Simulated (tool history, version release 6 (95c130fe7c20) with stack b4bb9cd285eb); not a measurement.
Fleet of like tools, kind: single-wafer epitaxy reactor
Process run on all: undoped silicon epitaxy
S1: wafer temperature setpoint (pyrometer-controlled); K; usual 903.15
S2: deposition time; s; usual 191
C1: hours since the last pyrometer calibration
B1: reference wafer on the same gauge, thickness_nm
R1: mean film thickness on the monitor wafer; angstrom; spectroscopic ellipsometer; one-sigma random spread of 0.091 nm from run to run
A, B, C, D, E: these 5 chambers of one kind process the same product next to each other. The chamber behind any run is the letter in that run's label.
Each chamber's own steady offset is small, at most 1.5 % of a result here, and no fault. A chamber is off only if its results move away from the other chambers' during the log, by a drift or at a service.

run,hour,S1,S2,C1,B1,R1
1A,10.6,903.15,191,465.2,18.702,205.79
2E,21.0,903.15,191,1887.4,18.701,204.96
3B,26.8,903.15,191,1789.4,18.713,208.38
4D,32.9,903.15,191,739.5,18.701,206.80
5C,43.2,903.15,191,762.0,18.677,206.19
6B,53.7,903.15,191,1816.3,18.718,206.68
7C,63.7,903.15,191,782.5,18.685,206.65
8D,70.6,897.15,215,777.2,18.679,203.88
9A,78.2,897.15,215,532.8,18.701,201.06
10E,86.3,897.15,215,1952.7,18.681,202.20
11B,92.6,897.15,215,1855.2,18.690,204.03
12E,99.4,897.15,215,1965.8,18.698,200.97
13D,108.0,903.15,191,814.6,18.700,207.53
14C,117.5,903.15,191,836.3,18.688,206.50
15A,124.2,903.15,191,578.8,18.714,204.37
16D,129.7,903.15,191,836.3,18.698,207.13
17E,136.0,903.15,191,2002.4,18.697,206.46
18B,144.8,903.15,205,1907.4,18.712,224.28
19A,155.5,903.15,205,610.1,18.692,220.27
# hour 162.2: chamber E: pyrometer calibrated
20C,164.7,903.15,205,883.5,18.715,222.71
21C,174.9,903.15,205,893.7,18.689,222.90
# hour 176.7: chamber B: pyrometer calibrated
22E,181.4,903.15,205,19.3,18.698,231.01
23A,186.6,903.15,191,641.2,18.699,205.62
24D,194.1,903.15,191,900.7,18.712,206.84
25B,203.1,903.15,191,26.4,18.708,207.67
26E,211.5,903.15,191,49.4,18.688,216.50
27B,218.2,903.15,191,41.5,18.715,207.94
28A,228.8,903.15,191,683.4,18.685,204.99
29D,239.0,897.15,213,945.6,18.689,201.05
30C,249.9,897.15,213,968.7,18.705,201.80
31C,256.6,897.15,213,975.4,18.695,203.33
32B,263.1,897.15,213,86.4,18.716,203.70
33D,268.6,897.15,213,975.2,18.711,201.68
34E,274.6,908.15,191,112.5,18.679,240.49
35A,285.5,908.15,191,740.1,18.702,229.54
36C,296.6,908.15,191,1015.4,18.696,230.31
37D,304.0,908.15,191,1010.6,18.704,231.00
38B,314.0,908.15,191,137.3,18.712,232.92
39E,323.5,903.15,191,161.4,18.677,214.86
40A,332.4,903.15,191,787.0,18.687,202.69
41B,341.7,903.15,191,165.0,18.705,207.85
42E,349.3,903.15,191,187.2,18.700,217.10

Does one chamber stand apart from the rest, does the shared gauge drift, or is all well apart from small per-chamber offsets? Give the chamber and the most likely cause, where there is one.

The work done on chamber E during a service left it standing apart from the others.
Likeliest cause: wafer temperature above the value expected at the setpoint (K) = 2.34.

Chamber E could run next with any of the 4 candidate recipes listed below; each alters the usual settings, and their results appear as question marks. Which one brings its results back in line with what the other chambers deliver on the usual settings?
A result is in line if it is within this distance of the other chambers' mean on the usual settings: R1 3.20 angstrom
43E-1,357.3,903.15,199,,,?
43E-2,357.3,903.15,183,,,?
43E-3,357.3,900.15,187,,,?
43E-4,357.3,903.15,208,,,?

What the other chambers average on the usual settings: R1 206.79 angstrom
run,R1
43E-1,225.03
43E-2,206.94
43E-3,197.60
43E-4,235.21
43E-2 puts the chamber back in line with the other chambers.

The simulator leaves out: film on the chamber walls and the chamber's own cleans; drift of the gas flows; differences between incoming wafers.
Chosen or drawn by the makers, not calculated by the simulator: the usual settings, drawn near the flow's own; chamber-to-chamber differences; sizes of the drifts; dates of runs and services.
